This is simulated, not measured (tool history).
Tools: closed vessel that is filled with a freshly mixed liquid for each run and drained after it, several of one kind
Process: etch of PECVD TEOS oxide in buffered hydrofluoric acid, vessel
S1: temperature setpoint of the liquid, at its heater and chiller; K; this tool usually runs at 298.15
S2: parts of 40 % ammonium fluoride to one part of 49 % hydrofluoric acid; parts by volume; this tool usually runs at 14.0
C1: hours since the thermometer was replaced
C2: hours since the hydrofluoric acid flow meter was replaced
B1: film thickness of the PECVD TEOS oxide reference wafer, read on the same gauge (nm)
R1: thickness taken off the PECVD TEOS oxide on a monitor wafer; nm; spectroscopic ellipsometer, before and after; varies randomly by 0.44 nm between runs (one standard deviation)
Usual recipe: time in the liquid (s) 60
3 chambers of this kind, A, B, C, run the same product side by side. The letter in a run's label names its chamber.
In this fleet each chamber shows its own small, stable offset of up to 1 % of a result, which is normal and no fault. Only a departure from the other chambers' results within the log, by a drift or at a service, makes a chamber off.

Run 1B, hour 11.0: usual settings; C1 650.4; C2 825.4; B1 139.93. Result: R1 57.294 nm.
Run 2C, hour 21.9: usual settings; C1 264.1; C2 311.4; B1 140.05. Result: R1 57.254 nm.
Run 3A, hour 27.4: usual settings; C1 1057.1; C2 1614.1; B1 140.00. Result: R1 57.706 nm.
Run 4C, hour 33.2: usual settings; C1 275.4; C2 322.7; B1 140.00. Result: R1 58.244 nm.
Run 5B, hour 41.7: usual settings; C1 681.1; C2 856.1; B1 140.03. Result: R1 57.491 nm.
Run 6A, hour 47.5: usual settings; C1 1077.2; C2 1634.2; B1 140.04. Result: R1 57.212 nm.
Run 7B, hour 57.9: usual settings but S1 295.65 K, S2 11.5 parts by volume; C1 697.3; C2 872.3; B1 140.03. Result: R1 60.118 nm.
Run 8A, hour 70.1: usual settings but S1 295.65 K, S2 11.5 parts by volume; C1 1099.8; C2 1656.8; B1 139.97. Result: R1 60.776 nm.
Run 9C, hour 78.0: usual settings but S1 295.65 K, S2 11.5 parts by volume; C1 320.2; C2 367.5; B1 140.03. Result: R1 61.396 nm.
Run 10A, hour 90.1: usual settings but S2 19.0 parts by volume, time in the liquid (s) 85; C1 1119.8; C2 1676.8; B1 140.00. Result: R1 60.522 nm.
Run 11C, hour 100.8: usual settings but S2 19.0 parts by volume, time in the liquid (s) 85; C1 343.0; C2 390.3; B1 140.02. Result: R1 60.937 nm.
Run 12B, hour 110.5: usual settings but S2 19.0 parts by volume, time in the liquid (s) 85; C1 749.9; C2 924.9; B1 139.95. Result: R1 60.697 nm.
Run 13C, hour 118.2: usual settings; C1 360.4; C2 407.7; B1 140.00. Result: R1 56.559 nm.
Run 14A, hour 123.9: usual settings; C1 1153.6; C2 1710.6; B1 139.99. Result: R1 58.937 nm.
Run 15B, hour 129.4: usual settings; C1 768.8; C2 943.8; B1 139.97. Result: R1 56.919 nm.
Run 16C, hour 139.6: usual settings; C1 381.8; C2 429.1; B1 139.98. Result: R1 57.150 nm.
Run 17B, hour 151.4: usual settings; C1 790.8; C2 965.8; B1 139.96. Result: R1 57.031 nm.
Run 18A, hour 163.0: usual settings but S1 296.15 K; C1 1192.7; C2 1749.7; B1 139.98. Result: R1 52.206 nm.
Run 19A, hour 171.2: usual settings but S1 296.15 K; C1 1200.9; C2 1757.9; B1 140.02. Result: R1 52.773 nm.
Run 20C, hour 179.6: usual settings but S1 296.15 K; C1 421.8; C2 469.1; B1 139.97. Result: R1 51.618 nm.
Run 21B, hour 186.2: usual settings but S1 299.65 K, time in the liquid (s) 85; C1 825.6; C2 1000.6; B1 140.06. Result: R1 86.640 nm.
Run 22C, hour 197.2: usual settings but S1 299.65 K, time in the liquid (s) 85; C1 439.4; C2 486.7; B1 139.97. Result: R1 87.845 nm.
Run 23B, hour 208.7: usual settings but S1 299.65 K, time in the liquid (s) 85; C1 848.1; C2 1023.1; B1 140.03. Result: R1 88.717 nm.
Run 24A, hour 215.5: usual settings; C1 1245.2; C2 1802.2; B1 139.99. Result: R1 60.231 nm.
Run 25C, hour 226.6: usual settings but S2 19.5 parts by volume; C1 468.8; C2 516.1; B1 139.98. Result: R1 41.495 nm.
Run 26B, hour 232.6: usual settings but S2 19.5 parts by volume; C1 872.0; C2 1047.0; B1 140.02. Result: R1 41.171 nm.
Run 27A, hour 239.2: usual settings but S2 19.5 parts by volume; C1 1268.9; C2 1825.9; B1 140.05. Result: R1 43.714 nm.
Run 28A, hour 247.6: usual settings but S1 301.15 K; C1 1277.3; C2 1834.3; B1 140.02. Result: R1 69.762 nm.
Run 29B, hour 254.4: usual settings but S1 301.15 K; C1 893.8; C2 1068.8; B1 140.00. Result: R1 67.018 nm.
Run 30C, hour 262.5: usual settings but S1 301.15 K; C1 504.7; C2 552.0; B1 140.01. Result: R1 67.131 nm.
Run 31C, hour 270.3: usual settings; C1 512.5; C2 559.8; B1 140.00. Result: R1 57.073 nm.
Run 32A, hour 280.2: usual settings; C1 1309.9; C2 1866.9; B1 140.01. Result: R1 60.917 nm.
Run 33B, hour 292.2: usual settings; C1 931.6; C2 1106.6; B1 139.99. Result: R1 57.297 nm.
Run 34C, hour 302.5: usual settings; C1 544.7; C2 592.0; B1 139.96. Result: R1 57.513 nm.
Run 35A, hour 312.8: usual settings; C1 1342.5; C2 1899.5; B1 140.00. Result: R1 60.747 nm.
Run 36B, hour 321.7: usual settings; C1 961.1; C2 1136.1; B1 139.98. Result: R1 58.033 nm.
Run 37B, hour 331.0: usual settings; C1 970.4; C2 1145.4; B1 139.97. Result: R1 57.084 nm.
Run 38C, hour 339.7: usual settings; C1 581.9; C2 629.2; B1 139.97. Result: R1 56.819 nm.
Run 39A, hour 351.8: usual settings; C1 1381.5; C2 1938.5; B1 140.04. Result: R1 61.063 nm.
Run 40B, hour 363.9: usual settings; C1 1003.3; C2 1178.3; B1 140.03. Result: R1 57.173 nm.
Run 41A, hour 371.9: usual settings; C1 1401.6; C2 1958.6; B1 139.99. Result: R1 61.844 nm.

Next, all 3 chambers run the settings below, one line each with question marks for the results. What does each chamber give?
Run 42A, hour 380.8: usual settings but S2 10.0 parts by volume. Result: R1 ?.
Run 42B, hour 380.8: usual settings but S2 10.0 parts by volume. Result: R1 ?.
Run 42C, hour 380.8: usual settings but S2 10.0 parts by volume. Result: R1 ?.

run      R1
42A  85.081
42B  77.834
42C  79.036
